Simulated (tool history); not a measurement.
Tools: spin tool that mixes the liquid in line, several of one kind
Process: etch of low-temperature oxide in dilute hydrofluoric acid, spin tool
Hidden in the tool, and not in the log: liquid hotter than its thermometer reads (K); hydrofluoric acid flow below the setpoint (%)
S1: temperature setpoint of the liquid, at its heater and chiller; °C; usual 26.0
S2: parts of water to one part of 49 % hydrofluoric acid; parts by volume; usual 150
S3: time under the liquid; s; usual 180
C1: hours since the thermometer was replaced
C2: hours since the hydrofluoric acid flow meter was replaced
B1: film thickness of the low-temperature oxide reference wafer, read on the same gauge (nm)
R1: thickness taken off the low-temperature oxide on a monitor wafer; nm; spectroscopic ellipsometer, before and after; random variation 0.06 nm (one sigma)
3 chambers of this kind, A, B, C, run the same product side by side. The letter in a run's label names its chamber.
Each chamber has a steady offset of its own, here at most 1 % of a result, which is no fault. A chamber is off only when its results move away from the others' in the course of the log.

run,hour,S1,S2,S3,C1,C2,B1,R1
1B,8.3,26.0,150,180,486.9,941.4,120.01,14.0370
2C,15.0,26.0,150,180,602.7,334.3,119.96,14.3310
3A,23.9,26.0,150,180,1101.7,339.1,120.04,14.2310
4C,31.6,26.0,150,180,619.3,350.9,120.01,14.1840
5A,37.9,26.0,150,180,1115.7,353.1,120.00,14.1700
6B,47.2,27.5,150,100,525.8,980.3,119.98,8.2619
7B,52.9,27.5,150,100,531.5,986.0,120.00,8.3369
8C,61.0,27.5,150,100,648.7,380.3,119.97,8.3372
9A,69.2,26.0,150,180,1147.0,384.4,120.03,14.2320
10B,75.1,26.0,150,180,553.7,1008.2,120.00,14.0880
11A,82.3,26.0,150,180,1160.1,397.5,119.97,14.2100
12C,87.9,21.5,95,180,675.6,407.2,120.04,19.8170
13C,95.6,21.5,95,180,683.3,414.9,119.99,19.7550
14A,105.1,21.5,95,180,1182.9,420.3,120.04,20.0220
15B,110.8,26.0,150,180,589.4,1043.9,119.99,14.1090
16A,120.2,26.0,150,180,1198.0,435.4,119.98,14.2030
17B,126.9,26.0,150,180,605.5,1060.0,120.00,14.0410
18C,136.5,26.0,150,180,724.2,455.8,119.98,13.8290
19B,141.0,26.0,150,180,619.6,1074.1,120.02,14.0890
20C,146.9,26.0,150,180,734.6,466.2,120.03,13.7120
21A,155.7,26.0,150,180,1233.5,470.9,119.99,14.2430
22A,161.6,26.0,150,180,1239.4,476.8,120.01,14.1680
# hour 162.8: chamber C: thermometer replaced
23B,168.3,23.0,150,85,646.9,1101.4,120.03,5.9750
24C,177.0,23.0,150,85,14.2,496.3,120.01,5.7658
25B,182.6,23.0,150,85,661.2,1115.7,119.98,5.9080
26C,190.9,26.0,150,180,28.1,510.2,120.01,13.5470

All 3 chambers run these settings next. Forecast each chamber's results:
27A,197.8,26.0,150,215,,,,?
27B,197.8,26.0,150,215,,,,?
27C,197.8,26.0,150,215,,,,?

run,R1
27A,17.0890
27B,16.8990
27C,16.1130

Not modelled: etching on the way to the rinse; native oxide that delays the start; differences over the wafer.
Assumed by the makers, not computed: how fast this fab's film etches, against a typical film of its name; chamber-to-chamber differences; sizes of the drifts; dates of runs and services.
